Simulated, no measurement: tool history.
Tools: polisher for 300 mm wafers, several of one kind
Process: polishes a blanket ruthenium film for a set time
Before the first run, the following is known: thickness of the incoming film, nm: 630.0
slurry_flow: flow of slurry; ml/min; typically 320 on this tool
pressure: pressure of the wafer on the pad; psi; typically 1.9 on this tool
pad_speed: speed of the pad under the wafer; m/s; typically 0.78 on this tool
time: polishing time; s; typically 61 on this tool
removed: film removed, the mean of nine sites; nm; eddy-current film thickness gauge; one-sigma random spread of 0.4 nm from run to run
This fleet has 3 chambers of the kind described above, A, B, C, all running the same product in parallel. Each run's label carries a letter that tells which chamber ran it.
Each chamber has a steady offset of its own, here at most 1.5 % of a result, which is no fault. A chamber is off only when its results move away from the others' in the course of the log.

run   hour  slurry_flow  pressure  pad_speed  time  wafers polished on this pad  hours since the slurry nozzle was cleaned  hours since the head pressure was calibrated  removed
 1C    6.8          320       1.9       0.78    61                          654                                      206.3                                        1435.5   45.036
      12.4  -- chamber B: worn pad replaced by a new one
 2A   16.8          320       1.9       0.78    61                          575                                      343.8                                        1035.7   44.862
 3B   24.6          320       1.9       0.78    61                          130                                      242.3                                         158.4   45.273
      34.0  -- chamber B: slurry nozzle cleaned
 4B   34.4          320       1.9       0.78    61                          234                                        0.4                                         168.2   44.895
      40.2  -- chamber C: worn pad replaced by a new one
 5C   42.3          320       1.9       0.78    61                           22                                      241.8                                        1471.0   45.759
 6A   48.2          320       1.9       0.78    61                          910                                      375.2                                        1067.1   44.572
      49.1  -- chamber A: worn pad replaced by a new one
 7A   59.6          320       1.9       0.78    48                          112                                      386.6                                        1078.5   35.119
 8B   71.0          320       1.9       0.78    48                          625                                       37.0                                         204.8   35.105
 9C   77.6          320       1.9       0.78    48                          398                                      277.1                                        1506.3   35.678
10B   83.8          320       1.9       0.78    61                          761                                       49.8                                         217.6   44.151
      88.3  -- chamber C: head pressure recalibrated
11A   92.6          320       1.9       0.78    61                          464                                      419.6                                        1111.5   44.955
12C  103.8          320       1.9       0.78    61                          678                                      303.3                                          15.6   45.129
13A  111.7          320       1.9       0.78    61                          668                                      438.7                                        1130.6   44.357
     112.9  -- chamber A: head pressure recalibrated
     119.9  -- chamber C: worn pad replaced by a new one
14C  122.5          410       2.2       0.78    61                           27                                      322.0                                          34.3   53.167
     122.6  -- chamber B: worn pad replaced by a new one
15B  129.0          410       2.2       0.78    61                           68                                       95.0                                         262.8   52.453
16A  139.5          410       2.2       0.78    61                          964                                      466.5                                          26.7   47.861
17C  149.2          320       1.9       0.78    61                          312                                      348.7                                          61.0   45.715
     151.7  -- chamber A: worn pad replaced by a new one
18B  158.8          320       1.9       0.78    61                          386                                      124.8                                         292.6   44.918
19C  166.6          320       1.9       0.78    61                          498                                      366.1                                          78.4   44.951
20B  178.0          320       1.9       0.78    61                          590                                      144.0                                         311.8   44.952
21A  189.2          320       1.9       0.78    61                          400                                      516.2                                          76.4   40.413
     197.5  -- chamber C: worn pad replaced by a new one
22A  200.1          320       1.9       0.78    61                          517                                      527.1                                          87.3   39.946
23C  206.4          320       1.9       0.78    61                           95                                      405.9                                         118.2   45.827
24B  214.8          320       1.9       0.78    61                          983                                      180.8                                         348.6   44.232
     225.2  -- chamber B: worn pad replaced by a new one
25B  225.7          320       1.9       0.78    61                            6                                      191.7                                         359.5   44.687
26C  235.8          320       1.9       0.78    61                          408                                      435.3                                         147.6   44.828
     241.2  -- chamber B: slurry nozzle cleaned
27A  242.9          320       1.9       0.78    61                          973                                      569.9                                         130.1   39.769
     252.4  -- chamber A: worn pad replaced by a new one
28B  253.5          320       1.9       0.78    61                          302                                       12.3                                         387.3   45.619
29C  261.5          320       1.9       0.78    61                          682                                      461.0                                         173.3   44.833
30A  271.0          320       1.9       0.78    61                          198                                      598.0                                         158.2   39.775
31C  279.4          320       1.9       0.78    61                          873                                      478.9                                         191.2   44.925
32A  288.9          320       1.9       0.78    61                          389                                      615.9                                         176.1   40.372
     293.7  -- chamber C: worn pad replaced by a new one
33B  300.2          320       1.9       0.78    61                          800                                       59.0                                         434.0   44.883
34C  311.1          320       1.9       0.78    61                          185                                      510.6                                         222.9   45.829
35A  319.3          320       1.9       0.78    61                          714                                      646.3                                         206.5   40.338
36B  326.3          320       1.9       0.78    61                         1079                                       85.1                                         460.1   44.170
     330.8  -- chamber B: worn pad replaced by a new one
37A  334.2          320       1.9       0.78    61                          872                                      661.2                                         221.4   40.550
     340.6  -- chamber A: worn pad replaced by a new one
38C  344.0          320       1.9       0.78    61                          536                                      543.5                                         255.8   46.014
39B  354.9          320       1.9       0.78    61                          257                                      113.7                                         488.7   44.414
40A  361.3          320       1.9       0.78    61                          221                                      688.3                                         248.5   41.033
41C  367.4          320       1.9       0.78    61                          786                                      566.9                                         279.2   44.943

Has any chamber moved away from the others, gradually or after a service, or does the common gauge drift, or do the chambers differ only by their own small steady offsets? State the chamber and the most likely cause if one applies.

A service left chamber A off against the others.
Likeliest cause: head's pressure below its setpoint, % = 10.1.

Here are 4 candidates for chamber A's next run, each the usual settings with a change, their results left as question marks. Which one brings its results back in line with what the others give on the usual settings?
Allowed miss from the other chambers' usual-settings mean, per result, to count as in line: removed 1.400 nm
42A-1  375.7          320       1.9       0.80    62                                                                                                                              ?
42A-2  375.7          325       1.9       0.78    68                                                                                                                              ?
42A-3  375.7          320       1.9       0.78    58                                                                                                                              ?
42A-4  375.7          320       1.7       0.78    61                                                                                                                              ?

The other chambers' mean on the usual settings: removed 45.003 nm
  run  removed
42A-1   41.718
42A-2   44.686
42A-3   38.065
42A-4   35.831
It is 42A-2 that realigns the chamber with its peers.
